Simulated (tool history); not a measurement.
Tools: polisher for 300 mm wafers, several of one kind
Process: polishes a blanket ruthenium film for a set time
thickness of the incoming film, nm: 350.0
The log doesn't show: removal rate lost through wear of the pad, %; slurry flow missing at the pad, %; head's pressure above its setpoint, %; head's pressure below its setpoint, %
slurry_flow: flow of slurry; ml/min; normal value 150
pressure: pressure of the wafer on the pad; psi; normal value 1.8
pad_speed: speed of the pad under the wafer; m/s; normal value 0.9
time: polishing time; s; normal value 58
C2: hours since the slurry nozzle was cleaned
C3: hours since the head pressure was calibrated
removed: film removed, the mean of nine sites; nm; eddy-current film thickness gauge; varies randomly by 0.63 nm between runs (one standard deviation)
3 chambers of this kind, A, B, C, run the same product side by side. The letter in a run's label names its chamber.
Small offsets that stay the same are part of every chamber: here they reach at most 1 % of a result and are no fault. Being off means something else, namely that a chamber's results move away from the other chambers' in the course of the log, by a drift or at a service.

{"run": "1B", "hour": 6.9, "slurry_flow": 150, "pressure": 1.8, "pad_speed": 0.9, "time": 58, "wafers polished on this pad": 1134, "C2": 156.7, "C3": 1106.1, "removed": 51.862}
{"run": "2A", "hour": 12.9, "slurry_flow": 150, "pressure": 1.8, "pad_speed": 0.9, "time": 58, "wafers polished on this pad": 1007, "C2": 449.1, "C3": 369.7, "removed": 52.542}
{"hour": 17.6, "done": "chamber A: slurry nozzle cleaned"}
{"hour": 17.8, "done": "chamber A: worn pad replaced by a new one"}
{"hour": 21.0, "done": "chamber B: worn pad replaced by a new one"}
{"run": "3C", "hour": 22.1, "slurry_flow": 150, "pressure": 1.8, "pad_speed": 0.9, "time": 58, "wafers polished on this pad": 921, "C2": 92.0, "C3": 1350.1, "removed": 53.078}
{"hour": 22.5, "done": "chamber C: worn pad replaced by a new one"}
{"run": "4A", "hour": 30.2, "slurry_flow": 150, "pressure": 1.8, "pad_speed": 0.9, "time": 58, "wafers polished on this pad": 95, "C2": 12.7, "C3": 387.0, "removed": 52.716}
{"run": "5B", "hour": 40.8, "slurry_flow": 150, "pressure": 1.8, "pad_speed": 0.9, "time": 58, "wafers polished on this pad": 152, "C2": 190.6, "C3": 1140.0, "removed": 52.54}
{"run": "6C", "hour": 45.9, "slurry_flow": 150, "pressure": 1.8, "pad_speed": 0.9, "time": 58, "wafers polished on this pad": 179, "C2": 115.8, "C3": 1373.9, "removed": 51.163}
{"run": "7C", "hour": 52.2, "slurry_flow": 150, "pressure": 1.8, "pad_speed": 0.9, "time": 58, "wafers polished on this pad": 228, "C2": 122.1, "C3": 1380.2, "removed": 53.283}
{"hour": 58.0, "done": "chamber B: slurry nozzle cleaned"}
{"run": "8A", "hour": 58.3, "slurry_flow": 150, "pressure": 1.8, "pad_speed": 0.9, "time": 58, "wafers polished on this pad": 311, "C2": 40.8, "C3": 415.1, "removed": 51.614}
{"run": "9B", "hour": 67.4, "slurry_flow": 150, "pressure": 1.8, "pad_speed": 0.9, "time": 58, "wafers polished on this pad": 356, "C2": 9.4, "C3": 1166.6, "removed": 52.77}
{"run": "10B", "hour": 77.7, "slurry_flow": 150, "pressure": 1.8, "pad_speed": 0.9, "time": 58, "wafers polished on this pad": 435, "C2": 19.7, "C3": 1176.9, "removed": 53.275}
{"run": "11A", "hour": 82.6, "slurry_flow": 150, "pressure": 1.8, "pad_speed": 0.9, "time": 58, "wafers polished on this pad": 498, "C2": 65.1, "C3": 439.4, "removed": 51.608}
{"run": "12C", "hour": 87.9, "slurry_flow": 150, "pressure": 1.8, "pad_speed": 0.9, "time": 58, "wafers polished on this pad": 502, "C2": 157.8, "C3": 1415.9, "removed": 52.209}
{"run": "13C", "hour": 94.4, "slurry_flow": 150, "pressure": 1.8, "pad_speed": 0.9, "time": 69, "wafers polished on this pad": 552, "C2": 164.3, "C3": 1422.4, "removed": 62.18}
{"hour": 102.2, "done": "chamber C: head pressure recalibrated"}
{"run": "14B", "hour": 102.2, "slurry_flow": 150, "pressure": 1.8, "pad_speed": 0.9, "time": 69, "wafers polished on this pad": 624, "C2": 44.2, "C3": 1201.4, "removed": 61.447}
{"run": "15A", "hour": 109.2, "slurry_flow": 150, "pressure": 1.8, "pad_speed": 0.9, "time": 69, "wafers polished on this pad": 702, "C2": 91.7, "C3": 466.0, "removed": 61.172}
{"run": "16A", "hour": 117.1, "slurry_flow": 150, "pressure": 1.8, "pad_speed": 0.9, "time": 58, "wafers polished on this pad": 763, "C2": 99.6, "C3": 473.9, "removed": 53.798}
{"run": "17C", "hour": 127.4, "slurry_flow": 150, "pressure": 1.8, "pad_speed": 0.9, "time": 58, "wafers polished on this pad": 805, "C2": 197.3, "C3": 25.2, "removed": 47.06}
{"run": "18B", "hour": 133.5, "slurry_flow": 150, "pressure": 1.8, "pad_speed": 0.9, "time": 58, "wafers polished on this pad": 864, "C2": 75.5, "C3": 1232.7, "removed": 51.778}
{"hour": 137.0, "done": "chamber C: worn pad replaced by a new one"}
{"run": "19C", "hour": 139.8, "slurry_flow": 150, "pressure": 1.8, "pad_speed": 1.1, "time": 66, "wafers polished on this pad": 21, "C2": 209.7, "C3": 37.6, "removed": 65.13}
{"run": "20B", "hour": 145.7, "slurry_flow": 150, "pressure": 1.8, "pad_speed": 1.1, "time": 66, "wafers polished on this pad": 958, "C2": 87.7, "C3": 1244.9, "removed": 73.042}
{"hour": 150.2, "done": "chamber A: worn pad replaced by a new one"}
{"run": "21A", "hour": 155.0, "slurry_flow": 150, "pressure": 1.8, "pad_speed": 1.1, "time": 66, "wafers polished on this pad": 37, "C2": 137.5, "C3": 511.8, "removed": 74.23}
{"run": "22C", "hour": 163.1, "slurry_flow": 150, "pressure": 1.8, "pad_speed": 0.9, "time": 58, "wafers polished on this pad": 200, "C2": 233.0, "C3": 60.9, "removed": 47.297}
{"run": "23A", "hour": 170.2, "slurry_flow": 150, "pressure": 1.8, "pad_speed": 0.9, "time": 58, "wafers polished on this pad": 154, "C2": 152.7, "C3": 527.0, "removed": 53.815}
{"run": "24B", "hour": 175.9, "slurry_flow": 150, "pressure": 1.8, "pad_speed": 0.9, "time": 58, "wafers polished on this pad": 1189, "C2": 117.9, "C3": 1275.1, "removed": 51.816}
{"run": "25C", "hour": 185.3, "slurry_flow": 150, "pressure": 1.8, "pad_speed": 0.9, "time": 58, "wafers polished on this pad": 371, "C2": 255.2, "C3": 83.1, "removed": 47.462}
{"hour": 187.0, "done": "chamber B: worn pad replaced by a new one"}
{"run": "26B", "hour": 190.8, "slurry_flow": 150, "pressure": 1.8, "pad_speed": 0.9, "time": 58, "wafers polished on this pad": 29, "C2": 132.8, "C3": 1290.0, "removed": 52.071}
{"run": "27A", "hour": 200.4, "slurry_flow": 150, "pressure": 1.8, "pad_speed": 0.9, "time": 58, "wafers polished on this pad": 386, "C2": 182.9, "C3": 557.2, "removed": 52.173}
{"run": "28C", "hour": 207.1, "slurry_flow": 150, "pressure": 1.8, "pad_speed": 0.9, "time": 58, "wafers polished on this pad": 538, "C2": 277.0, "C3": 104.9, "removed": 46.266}
{"run": "29A", "hour": 213.3, "slurry_flow": 150, "pressure": 1.8, "pad_speed": 0.9, "time": 58, "wafers polished on this pad": 485, "C2": 195.8, "C3": 570.1, "removed": 53.584}

All 3 chambers run these settings next. Forecast each chamber's results:
{"run": "30A", "hour": 221.0, "slurry_flow": 150, "pressure": 1.8, "pad_speed": 0.9, "time": 58, "removed": "?"}
{"run": "30B", "hour": 221.0, "slurry_flow": 150, "pressure": 1.8, "pad_speed": 0.9, "time": 58, "removed": "?"}
{"run": "30C", "hour": 221.0, "slurry_flow": 150, "pressure": 1.8, "pad_speed": 0.9, "time": 58, "removed": "?"}

run=30A removed=52.821
run=30B removed=52.782
run=30C removed=47.145

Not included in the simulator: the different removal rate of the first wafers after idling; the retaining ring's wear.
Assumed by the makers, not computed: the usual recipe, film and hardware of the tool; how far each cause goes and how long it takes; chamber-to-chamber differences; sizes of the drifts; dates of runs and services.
